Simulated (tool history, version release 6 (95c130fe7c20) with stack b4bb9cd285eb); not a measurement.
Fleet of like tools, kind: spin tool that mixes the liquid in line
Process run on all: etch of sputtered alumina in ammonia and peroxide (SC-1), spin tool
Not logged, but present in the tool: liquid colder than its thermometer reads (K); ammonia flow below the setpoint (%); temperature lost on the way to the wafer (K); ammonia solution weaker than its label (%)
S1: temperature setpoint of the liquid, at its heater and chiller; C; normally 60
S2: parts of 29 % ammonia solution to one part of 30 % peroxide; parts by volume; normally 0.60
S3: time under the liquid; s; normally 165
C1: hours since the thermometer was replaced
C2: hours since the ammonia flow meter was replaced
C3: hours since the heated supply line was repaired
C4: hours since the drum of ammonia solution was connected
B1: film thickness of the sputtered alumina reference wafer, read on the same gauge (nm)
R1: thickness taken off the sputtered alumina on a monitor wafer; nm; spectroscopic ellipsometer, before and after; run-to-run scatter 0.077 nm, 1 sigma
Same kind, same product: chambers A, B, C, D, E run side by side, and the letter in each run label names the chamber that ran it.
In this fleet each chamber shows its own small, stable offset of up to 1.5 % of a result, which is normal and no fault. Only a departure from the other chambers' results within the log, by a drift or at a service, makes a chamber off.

Run 1D, hour 4.2: usual settings; C1 1007.1; C2 1727.7; C3 1030.7; C4 707.0; B1 40.007. Result: R1 8.2827 nm.
Run 2B, hour 8.6: usual settings; C1 624.1; C2 704.6; C3 1688.8; C4 339.0; B1 40.027. Result: R1 8.2692 nm.
Run 3C, hour 11.4: usual settings; C1 1094.2; C2 580.4; C3 1598.9; C4 501.2; B1 39.982. Result: R1 8.1577 nm.
Run 4A, hour 15.7: usual settings; C1 84.5; C2 977.3; C3 2389.0; C4 142.8; B1 40.016. Result: R1 8.3903 nm.
Run 5E, hour 19.6: usual settings; C1 543.1; C2 1970.3; C3 831.9; C4 694.1; B1 39.988. Result: R1 8.1107 nm.
Run 6A, hour 24.1: usual settings but S1 66 C, S3 235 s; C1 92.9; C2 985.7; C3 2397.4; C4 151.2; B1 39.994. Result: R1 15.8780 nm.
Run 7E, hour 29.7: usual settings but S1 66 C, S3 235 s; C1 553.2; C2 1980.4; C3 842.0; C4 704.2; B1 39.986. Result: R1 15.5760 nm.
Run 8C, hour 33.0: usual settings but S1 66 C, S3 235 s; C1 1115.8; C2 602.0; C3 1620.5; C4 522.8; B1 39.980. Result: R1 15.8480 nm.
Run 9B, hour 35.7: usual settings but S1 66 C, S3 235 s; C1 651.2; C2 731.7; C3 1715.9; C4 366.1; B1 40.014. Result: R1 15.7960 nm.
At hour 39.5: chamber B: thermometer replaced.
Run 10D, hour 41.3: usual settings but S1 66 C, S3 235 s; C1 1044.2; C2 1764.8; C3 1067.8; C4 744.1; B1 39.991. Result: R1 16.0970 nm.
At hour 44.0: chamber E: new drum of ammonia solution connected.
Run 11C, hour 47.5: usual settings; C1 1130.3; C2 616.5; C3 1635.0; C4 537.3; B1 40.003. Result: R1 8.0043 nm.
Run 12D, hour 51.8: usual settings; C1 1054.7; C2 1775.3; C3 1078.3; C4 754.6; B1 40.000. Result: R1 8.3700 nm.
Run 13E, hour 55.9: usual settings but S2 0.70 parts by volume, S3 110 s; C1 579.4; C2 2006.6; C3 868.2; C4 12.0; B1 40.024. Result: R1 5.5489 nm.
Run 14A, hour 61.8: usual settings but S2 0.70 parts by volume, S3 110 s; C1 130.6; C2 1023.4; C3 2435.1; C4 188.9; B1 39.980. Result: R1 5.6503 nm.
At hour 65.6: chamber C: new drum of ammonia solution connected.
Run 15B, hour 67.4: usual settings but S2 0.70 parts by volume, S3 110 s; C1 28.0; C2 763.4; C3 1747.6; C4 397.8; B1 39.991. Result: R1 5.5293 nm.
Run 16B, hour 72.3: usual settings but S2 0.70 parts by volume, S3 110 s; C1 32.9; C2 768.3; C3 1752.5; C4 402.7; B1 40.052. Result: R1 5.5492 nm.
Run 17C, hour 77.7: usual settings but S2 0.70 parts by volume, S3 110 s; C1 1160.5; C2 646.7; C3 1665.2; C4 12.2; B1 39.970. Result: R1 5.3448 nm.
Run 18A, hour 83.2: usual settings; C1 152.0; C2 1044.8; C3 2456.5; C4 210.3; B1 39.959. Result: R1 8.3146 nm.
Run 19D, hour 88.9: usual settings; C1 1091.8; C2 1812.4; C3 1115.4; C4 791.7; B1 40.015. Result: R1 8.3284 nm.
Run 20E, hour 92.8: usual settings; C1 616.3; C2 2043.5; C3 905.1; C4 48.9; B1 39.997. Result: R1 8.0480 nm.
Run 21E, hour 95.7: usual settings but S2 0.35 parts by volume, S3 250 s; C1 619.2; C2 2046.4; C3 908.0; C4 51.8; B1 39.976. Result: R1 11.8260 nm.
Run 22D, hour 100.0: usual settings but S2 0.35 parts by volume, S3 250 s; C1 1102.9; C2 1823.5; C3 1126.5; C4 802.8; B1 40.018. Result: R1 11.7260 nm.
At hour 101.4: chamber B: new drum of ammonia solution connected.
Run 23C, hour 103.6: usual settings but S2 0.35 parts by volume, S3 250 s; C1 1186.4; C2 672.6; C3 1691.1; C4 38.1; B1 40.007. Result: R1 11.0150 nm.
Run 24B, hour 108.1: usual settings but S2 0.35 parts by volume, S3 250 s; C1 68.7; C2 804.1; C3 1788.3; C4 6.8; B1 39.973. Result: R1 12.0070 nm.
Run 25A, hour 114.0: usual settings but S2 0.35 parts by volume, S3 250 s; C1 182.8; C2 1075.6; C3 2487.3; C4 241.1; B1 40.023. Result: R1 11.9460 nm.
Run 26B, hour 119.2: usual settings; C1 79.8; C2 815.2; C3 1799.4; C4 17.9; B1 39.982. Result: R1 8.2010 nm.
At hour 121.2: chamber D: ammonia flow meter replaced.
Run 27A, hour 124.5: usual settings; C1 193.3; C2 1086.1; C3 2497.8; C4 251.6; B1 40.024. Result: R1 8.4077 nm.
Run 28E, hour 127.6: usual settings; C1 651.1; C2 2078.3; C3 939.9; C4 83.7; B1 39.991. Result: R1 8.2066 nm.
Run 29C, hour 130.9: usual settings; C1 1213.7; C2 699.9; C3 1718.4; C4 65.4; B1 39.954. Result: R1 7.6174 nm.
Run 30D, hour 136.3: usual settings; C1 1139.2; C2 15.1; C3 1162.8; C4 839.1; B1 39.980. Result: R1 8.3011 nm.
Run 31D, hour 139.0: usual settings; C1 1141.9; C2 17.8; C3 1165.5; C4 841.8; B1 39.963. Result: R1 8.3905 nm.
Run 32E, hour 144.1: usual settings; C1 667.6; C2 2094.8; C3 956.4; C4 100.2; B1 40.007. Result: R1 8.1845 nm.
Run 33C, hour 148.7: usual settings; C1 1231.5; C2 717.7; C3 1736.2; C4 83.2; B1 39.990. Result: R1 7.4592 nm.
Run 34A, hour 153.4: usual settings; C1 222.2; C2 1115.0; C3 2526.7; C4 280.5; B1 39.968. Result: R1 8.2330 nm.
Run 35B, hour 156.8: usual settings; C1 117.4; C2 852.8; C3 1837.0; C4 55.5; B1 39.981. Result: R1 8.3113 nm.
At hour 161.8: chamber A: new drum of ammonia solution connected.
Run 36E, hour 162.9: usual settings; C1 686.4; C2 2113.6; C3 975.2; C4 119.0; B1 39.980. Result: R1 8.2303 nm.
At hour 164.8: chamber D: new drum of ammonia solution connected.
Run 37D, hour 168.5: usual settings; C1 1171.4; C2 47.3; C3 1195.0; C4 3.8; B1 39.986. Result: R1 8.3933 nm.
Run 38C, hour 173.1: usual settings; C1 1255.9; C2 742.1; C3 1760.6; C4 107.6; B1 39.972. Result: R1 7.2893 nm.
Run 39B, hour 175.8: usual settings; C1 136.4; C2 871.8; C3 1856.0; C4 74.5; B1 39.975. Result: R1 8.2871 nm.
Run 40A, hour 180.0: usual settings; C1 248.8; C2 1141.6; C3 2553.3; C4 18.2; B1 40.000. Result: R1 8.2594 nm.
Run 41D, hour 185.8: usual settings but S2 0.40 parts by volume, S3 250 s; C1 1188.7; C2 64.6; C3 1212.3; C4 21.1; B1 40.033. Result: R1 12.1280 nm.
At hour 187.2: chamber E: thermometer replaced.
Run 42E, hour 189.3: usual settings but S2 0.40 parts by volume, S3 250 s; C1 2.1; C2 2140.0; C3 1001.6; C4 145.4; B1 40.037. Result: R1 11.8290 nm.
Run 43B, hour 192.7: usual settings but S2 0.40 parts by volume, S3 250 s; C1 153.3; C2 888.7; C3 1872.9; C4 91.4; B1 40.003. Result: R1 12.2780 nm.
Run 44C, hour 196.2: usual settings but S2 0.40 parts by volume, S3 250 s; C1 1279.0; C2 765.2; C3 1783.7; C4 130.7; B1 39.998. Result: R1 10.6210 nm.

Decide between three cases: one chamber stands off from its peers, the gauge reading all wafers drifts, or nothing is wrong past each chamber's small offset. Where a chamber is off, say which and what most likely put it there.

One chamber, C, drifts off from the rest bit by bit.
Most likely cause: temperature lost on the way to the wafer (K) = 2.31.
The log may not tell that from: liquid colder than its thermometer reads (K).

Below are 4 candidate recipes for chamber C's next run, each the usual settings with a change, their results shown as question marks. Which of them brings C's results back in line with what the other chambers give on the usual settings?
In line means no further than this from the other chambers' mean on the usual settings: R1 0.2700 nm
Run 45C-1, hour 200.6: usual settings but S1 58.5 C, S3 145 s. Result: R1 ?.
Run 45C-2, hour 200.6: usual settings but S1 61.0 C, S3 180 s. Result: R1 ?.
Run 45C-3, hour 200.6: usual settings but S1 64.0 C. Result: R1 ?.
Run 45C-4, hour 200.6: usual settings but S1 57.5 C. Result: R1 ?.

On the usual settings, the other chambers give on average: R1 8.2817 nm
  run      R1
45C-1  5.8875
45C-2  8.3457
45C-3  8.9402
45C-4  6.3477
The right change is 45C-2: it brings the chamber back within the allowed miss of the others.

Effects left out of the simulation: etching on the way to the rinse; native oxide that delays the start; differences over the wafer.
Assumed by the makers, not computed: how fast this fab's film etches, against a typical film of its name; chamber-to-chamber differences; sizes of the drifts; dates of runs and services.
